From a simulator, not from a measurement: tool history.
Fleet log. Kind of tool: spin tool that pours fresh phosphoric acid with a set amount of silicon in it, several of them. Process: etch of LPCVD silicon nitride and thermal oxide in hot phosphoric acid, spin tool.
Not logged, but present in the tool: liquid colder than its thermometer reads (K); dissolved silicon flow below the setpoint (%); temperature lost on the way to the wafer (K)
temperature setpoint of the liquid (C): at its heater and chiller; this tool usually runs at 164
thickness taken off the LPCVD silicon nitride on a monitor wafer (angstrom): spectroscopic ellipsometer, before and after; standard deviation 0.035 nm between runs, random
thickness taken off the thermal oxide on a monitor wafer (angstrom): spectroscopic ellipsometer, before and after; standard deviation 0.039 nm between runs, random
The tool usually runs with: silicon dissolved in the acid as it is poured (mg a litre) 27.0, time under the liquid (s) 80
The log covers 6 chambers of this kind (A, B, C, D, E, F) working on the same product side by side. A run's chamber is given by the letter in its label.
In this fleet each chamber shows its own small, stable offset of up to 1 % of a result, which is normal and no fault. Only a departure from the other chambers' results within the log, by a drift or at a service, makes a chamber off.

run   hour  temperature setpoint of the liquid (C)  silicon dissolved in the acid as it is poured (mg a litre)  time under the liquid (s)  hours since the thermometer was replaced  hours since the dissolved silicon flow meter was replaced  hours since the heated supply line was repaired  read-back film thickness of the LPCVD silicon nitride reference wafer, read on the same gauge (nm)  read-back film thickness of the thermal oxide reference wafer, read on the same gauge (nm)  thickness taken off the LPCVD silicon nitride on a monitor wafer (angstrom)  thickness taken off the thermal oxide on a monitor wafer (angstrom)
 1F   11.0                                     164                                                        27.0                         80                                    1732.5                                                      497.0                                            956.0                                                                                              109.99                                                                                      39.999                                                                       73.759                                                              1.32520
 2C   17.6                                     164                                                        27.0                         80                                    1927.2                                                      940.6                                            711.3                                                                                              109.99                                                                                      40.012                                                                       74.621                                                              1.09440
 3B   27.4                                     164                                                        27.0                         80                                    1912.9                                                      284.2                                           1992.6                                                                                              110.04                                                                                      39.958                                                                       73.886                                                              1.74140
 4A   37.3                                     164                                                        27.0                         80                                     967.7                                                      815.0                                            202.9                                                                                              109.99                                                                                      39.975                                                                       74.683                                                              1.78950
 5D   48.7                                     164                                                        27.0                         80                                     205.1                                                      714.6                                           3391.8                                                                                              109.98                                                                                      40.000                                                                       75.152                                                              2.20510
 6E   55.1                                     164                                                        27.0                         80                                    2022.1                                                      415.4                                           1722.7                                                                                              110.00                                                                                      39.987                                                                       74.852                                                              1.68760
 7D   61.1                                     164                                                        44.5                        100                                     217.5                                                      727.0                                           3404.2                                                                                              109.98                                                                                      40.003                                                                       93.197                                                              0.79318
 8E   67.6                                     164                                                        44.5                        100                                    2034.6                                                      427.9                                           1735.2                                                                                              109.98                                                                                      39.990                                                                       94.142                                                              0.87672
      73.3  -- chamber E: thermometer replaced
 9A   76.7                                     164                                                        44.5                        100                                    1007.1                                                      854.4                                            242.3                                                                                              110.01                                                                                      40.034                                                                       93.113                                                              0.83263
10F   85.4                                     164                                                        44.5                        100                                    1806.9                                                      571.4                                           1030.4                                                                                              110.01                                                                                      40.027                                                                       92.636                                                              0.51490
11B   93.2                                     164                                                        44.5                        100                                    1978.7                                                      350.0                                           2058.4                                                                                              110.00                                                                                      40.005                                                                       92.997                                                              0.35664
12C  103.6                                     164                                                        44.5                        100                                    2013.2                                                     1026.6                                            797.3                                                                                              110.00                                                                                      39.988                                                                       92.806                                                              0.95222
13F  111.8                                     164                                                        27.0                         80                                    1833.3                                                      597.8                                           1056.8                                                                                              109.99                                                                                      40.023                                                                       73.538                                                              1.52720
14C  120.1                                     164                                                        27.0                         80                                    2029.7                                                     1043.1                                            813.8                                                                                              110.00                                                                                      40.031                                                                       74.499                                                              1.14840
     128.4  -- chamber C: heated supply line repaired
15A  130.0                                     164                                                        27.0                         80                                    1060.4                                                      907.7                                            295.6                                                                                              110.00                                                                                      39.993                                                                       74.250                                                              1.59750
16B  139.0                                     164                                                        42.0                         80                                    2024.5                                                      395.8                                           2104.2                                                                                              110.02                                                                                      40.014                                                                       73.893                                                              0.76953
17E  146.0                                     164                                                        42.0                         80                                      72.7                                                      506.3                                           1813.6                                                                                              109.99                                                                                      39.996                                                                       75.116                                                              0.91661
18D  154.8                                     164                                                        42.0                         80                                     311.2                                                      820.7                                           3497.9                                                                                              110.03                                                                                      39.966                                                                       74.483                                                              0.36226
19D  163.6                                     164                                                        42.0                         80                                     320.0                                                      829.5                                           3506.7                                                                                              109.99                                                                                      39.980                                                                       74.523                                                              0.81909
20B  175.0                                     164                                                        42.0                         80                                    2060.5                                                      431.8                                           2140.2                                                                                              109.99                                                                                      40.005                                                                       74.197                                                              0.63427
21C  187.2                                     164                                                        42.0                         80                                    2096.8                                                     1110.2                                             58.8                                                                                              110.02                                                                                      39.998                                                                       74.372                                                              0.70244
22A  196.0                                     164                                                        27.0                         80                                    1126.4                                                      973.7                                            361.6                                                                                              110.00                                                                                      40.046                                                                       73.806                                                              2.35770
23F  205.2                                     164                                                        27.0                         80                                    1926.7                                                      691.2                                           1150.2                                                                                              110.01                                                                                      40.057                                                                       74.046                                                              1.57660
24E  216.5                                     164                                                        27.0                         95                                     143.2                                                      576.8                                           1884.1                                                                                              110.00                                                                                      40.008                                                                       89.082                                                              2.07360
25B  228.3                                     164                                                        27.0                         95                                    2113.8                                                      485.1                                           2193.5                                                                                              110.00                                                                                      39.993                                                                       88.111                                                              2.35350
26E  240.7                                     164                                                        27.0                         95                                     167.4                                                      601.0                                           1908.3                                                                                              110.00                                                                                      39.957                                                                       88.608                                                              2.16170
27A  249.6                                     164                                                        27.0                         95                                    1180.0                                                     1027.3                                            415.2                                                                                              109.99                                                                                      40.036                                                                       88.607                                                              2.12910
28F  259.6                                     164                                                        27.0                         95                                    1981.1                                                      745.6                                           1204.6                                                                                              109.99                                                                                      40.013                                                                       87.332                                                              1.76750
29C  269.3                                     164                                                        27.0                         95                                    2178.9                                                     1192.3                                            140.9                                                                                              110.02                                                                                      39.992                                                                       88.480                                                              1.24710
30D  275.2                                     164                                                        27.0                         80                                     431.6                                                      941.1                                           3618.3                                                                                              110.00                                                                                      39.985                                                                       74.413                                                              1.56100
     277.4  -- chamber C: thermometer replaced
31D  285.4                                     164                                                        27.0                         80                                     441.8                                                      951.3                                           3628.5                                                                                              110.01                                                                                      39.973                                                                       74.347                                                              1.73540
32C  296.9                                     164                                                        27.0                         80                                      19.5                                                     1219.9                                            168.5                                                                                              110.00                                                                                      40.033                                                                       74.493                                                              1.08920
33A  305.3                                     164                                                        27.0                         80                                    1235.7                                                     1083.0                                            470.9                                                                                              109.99                                                                                      40.003                                                                       74.129                                                              2.04500
34B  317.8                                     164                                                        27.0                         80                                    2203.3                                                      574.6                                           2283.0                                                                                              110.01                                                                                      39.994                                                                       74.136                                                              1.37640
35F  327.4                                     164                                                        27.0                         80                                    2048.9                                                      813.4                                           1272.4                                                                                              110.04                                                                                      40.034                                                                       73.999                                                              1.31890
     334.2  -- chamber B: thermometer replaced
36E  337.5                                     164                                                        27.0                         80                                     264.2                                                      697.8                                           2005.1                                                                                              110.01                                                                                      39.998                                                                       75.063                                                              1.46900
37B  343.4                                     164                                                        27.0                         80                                       9.3                                                      600.2                                           2308.6                                                                                              110.01                                                                                      40.003                                                                       74.761                                                              1.64140

Next, all 6 chambers run the settings below, one line each with question marks for the results. What does each chamber give?
38A  352.3                                     164                                                        16.0                         80                                                                                                                                                                                                                                                                                                                                                                                                                                  ?                                                                    ?
38B  352.3                                     164                                                        16.0                         80                                                                                                                                                                                                                                                                                                                                                                                                                                  ?                                                                    ?
38C  352.3                                     164                                                        16.0                         80                                                                                                                                                                                                                                                                                                                                                                                                                                  ?                                                                    ?
38D  352.3                                     164                                                        16.0                         80                                                                                                                                                                                                                                                                                                                                                                                                                                  ?                                                                    ?
38E  352.3                                     164                                                        16.0                         80                                                                                                                                                                                                                                                                                                                                                                                                                                  ?                                                                    ?
38F  352.3                                     164                                                        16.0                         80                                                                                                                                                                                                                                                                                                                                                                                                                                  ?                                                                    ?

run  thickness taken off the LPCVD silicon nitride on a monitor wafer (angstrom)  thickness taken off the thermal oxide on a monitor wafer (angstrom)
38A                                                                       74.283                                                              2.82750
38B                                                                       74.798                                                              2.49040
38C                                                                       74.500                                                              2.17120
38D                                                                       74.094                                                              1.35090
38E                                                                       74.831                                                              2.10600
38F                                                                       73.420                                                              2.81030
